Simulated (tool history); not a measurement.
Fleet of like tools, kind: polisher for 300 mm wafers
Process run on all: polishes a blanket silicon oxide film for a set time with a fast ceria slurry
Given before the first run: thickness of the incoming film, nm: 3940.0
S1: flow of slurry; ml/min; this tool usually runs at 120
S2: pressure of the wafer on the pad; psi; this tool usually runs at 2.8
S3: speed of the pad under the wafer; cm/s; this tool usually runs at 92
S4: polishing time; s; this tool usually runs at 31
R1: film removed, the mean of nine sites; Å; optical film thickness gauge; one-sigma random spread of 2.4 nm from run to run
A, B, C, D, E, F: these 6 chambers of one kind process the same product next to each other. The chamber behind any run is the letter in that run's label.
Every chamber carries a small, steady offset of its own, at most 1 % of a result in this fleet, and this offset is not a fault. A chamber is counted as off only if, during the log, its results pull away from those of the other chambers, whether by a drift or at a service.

run 1C hour=7.6 | S1=120 S2=2.8 S3=92 S4=31 | R1=3712
run 2D hour=23.8 | S1=120 S2=2.8 S3=92 S4=31 | R1=3694.8
run 3F hour=38.2 | S1=120 S2=2.8 S3=92 S4=31 | R1=3730.1
-- hour=38.5 chamber D: worn pad replaced by a new one
run 4B hour=46.5 | S1=120 S2=2.8 S3=92 S4=31 | R1=3659.2
-- hour=53.1 chamber F: worn pad replaced by a new one
-- hour=55.2 chamber F: slurry nozzle cleaned
run 5A hour=57.9 | S1=120 S2=2.8 S3=92 S4=31 | R1=3617.1
-- hour=61.8 chamber C: head pressure recalibrated
run 6E hour=65.2 | S1=120 S2=2.8 S3=92 S4=31 | R1=3639.3
run 7B hour=76.6 | S1=120 S2=2.8 S3=92 S4=31 | R1=3657.7
-- hour=76.9 chamber A: worn pad replaced by a new one
-- hour=78.3 chamber E: worn pad replaced by a new one
-- hour=86.4 chamber B: worn pad replaced by a new one
-- hour=90.1 chamber C: worn pad replaced by a new one
run 8E hour=91.8 | S1=120 S2=2.8 S3=92 S4=31 | R1=3635.2
run 9C hour=99.3 | S1=120 S2=2.8 S3=92 S4=31 | R1=3721
run 10A hour=109.1 | S1=120 S2=2.8 S3=62 S4=23 | R1=1850.2
run 11D hour=121 | S1=120 S2=2.8 S3=62 S4=23 | R1=1828.1
-- hour=124.3 chamber E: slurry nozzle cleaned
run 12F hour=129 | S1=120 S2=2.8 S3=62 S4=23 | R1=1862.4
run 13E hour=142.2 | S1=120 S2=2.8 S3=62 S4=23 | R1=1802.4
-- hour=143.2 chamber D: worn pad replaced by a new one
-- hour=150.8 chamber F: worn pad replaced by a new one
run 14A hour=156 | S1=120 S2=2.8 S3=62 S4=23 | R1=1872.5
run 15B hour=168.8 | S1=120 S2=2.8 S3=62 S4=23 | R1=1836.8
run 16C hour=182.1 | S1=120 S2=2.8 S3=92 S4=31 | R1=3710.3
-- hour=182.7 chamber B: worn pad replaced by a new one
-- hour=183.3 chamber C: worn pad replaced by a new one
-- hour=183.6 chamber A: worn pad replaced by a new one
-- hour=188 chamber E: worn pad replaced by a new one
run 17F hour=189.7 | S1=120 S2=2.8 S3=92 S4=31 | R1=3687.7
run 18D hour=205 | S1=120 S2=2.8 S3=92 S4=31 | R1=3686.3
run 19C hour=216.8 | S1=120 S2=3.5 S3=92 S4=31 | R1=4601.3
-- hour=226.8 chamber D: worn pad replaced by a new one
run 20B hour=227.1 | S1=120 S2=3.5 S3=92 S4=31 | R1=4545.6
-- hour=229.5 chamber B: head pressure recalibrated
run 21D hour=242.5 | S1=120 S2=3.5 S3=92 S4=31 | R1=4603.6
-- hour=245.6 chamber F: worn pad replaced by a new one
-- hour=253 chamber D: head pressure recalibrated
run 22E hour=255.5 | S1=120 S2=3.5 S3=92 S4=31 | R1=4577.7
-- hour=268.4 chamber B: worn pad replaced by a new one
run 23A hour=270.7 | S1=120 S2=3.5 S3=92 S4=31 | R1=4612.8
-- hour=277.3 chamber C: slurry nozzle cleaned
-- hour=281 chamber E: worn pad replaced by a new one
-- hour=281.3 chamber A: worn pad replaced by a new one
-- hour=281.5 chamber C: worn pad replaced by a new one
run 24F hour=286.6 | S1=120 S2=3.5 S3=92 S4=31 | R1=4646.1
run 25D hour=300.8 | S1=120 S2=2.8 S3=92 S4=31 | R1=3691.9
run 26B hour=308.6 | S1=120 S2=2.8 S3=92 S4=31 | R1=3655.4
run 27F hour=319.9 | S1=135 S2=2.8 S3=92 S4=20 | R1=2416.9
-- hour=321.3 chamber D: worn pad replaced by a new one
-- hour=333.3 chamber F: worn pad replaced by a new one
run 28A hour=335.2 | S1=135 S2=2.8 S3=92 S4=20 | R1=2436.3
-- hour=338.9 chamber F: slurry nozzle cleaned
-- hour=346.9 chamber E: head pressure recalibrated
run 29E hour=346.9 | S1=135 S2=2.8 S3=92 S4=20 | R1=2390.4
run 30C hour=355.7 | S1=135 S2=2.8 S3=92 S4=20 | R1=2454.1
-- hour=361.9 chamber B: worn pad replaced by a new one
run 31A hour=367.6 | S1=135 S2=2.8 S3=92 S4=20 | R1=2429.3
run 32F hour=380.2 | S1=135 S2=2.8 S3=92 S4=20 | R1=2453.2
-- hour=381.2 chamber C: worn pad replaced by a new one
-- hour=382.2 chamber E: worn pad replaced by a new one
run 33E hour=391.1 | S1=120 S2=2.8 S3=92 S4=31 | R1=3669.8
run 34B hour=400.9 | S1=95 S2=2.8 S3=92 S4=31 | R1=3444.8
-- hour=401.4 chamber D: slurry nozzle cleaned
run 35C hour=411 | S1=95 S2=2.8 S3=92 S4=31 | R1=3497.2
-- hour=414.8 chamber D: worn pad replaced by a new one
-- hour=420.1 chamber F: head pressure recalibrated
run 36D hour=420.1 | S1=95 S2=2.8 S3=92 S4=31 | R1=3513.7
run 37E hour=434.7 | S1=95 S2=2.8 S3=92 S4=31 | R1=3445.7
-- hour=438.7 chamber F: worn pad replaced by a new one
-- hour=439.8 chamber B: slurry nozzle cleaned
run 38B hour=450.5 | S1=95 S2=2.8 S3=92 S4=31 | R1=3455
run 39F hour=463.9 | S1=95 S2=2.8 S3=92 S4=31 | R1=3522.7
run 40D hour=480.3 | S1=120 S2=2.8 S3=92 S4=31 | R1=3694.5
-- hour=488.2 chamber C: worn pad replaced by a new one
run 41C hour=491.9 | S1=120 S2=2.8 S3=92 S4=31 | R1=3687.2

The same settings go to every chamber for the next run, one line per chamber below. Forecast the results for each:
run 42A hour=503.8 | S1=120 S2=2.8 S3=92 S4=34 | R1=?
run 42B hour=503.8 | S1=120 S2=2.8 S3=92 S4=34 | R1=?
run 42C hour=503.8 | S1=120 S2=2.8 S3=92 S4=34 | R1=?
run 42D hour=503.8 | S1=120 S2=2.8 S3=92 S4=34 | R1=?
run 42E hour=503.8 | S1=120 S2=2.8 S3=92 S4=34 | R1=?
run 42F hour=503.8 | S1=120 S2=2.8 S3=92 S4=34 | R1=?

run=42A R1=3991.4
run=42B R1=4000.2
run=42C R1=4057.3
run=42D R1=4044.9
run=42E R1=4007.9
run=42F R1=4059.7

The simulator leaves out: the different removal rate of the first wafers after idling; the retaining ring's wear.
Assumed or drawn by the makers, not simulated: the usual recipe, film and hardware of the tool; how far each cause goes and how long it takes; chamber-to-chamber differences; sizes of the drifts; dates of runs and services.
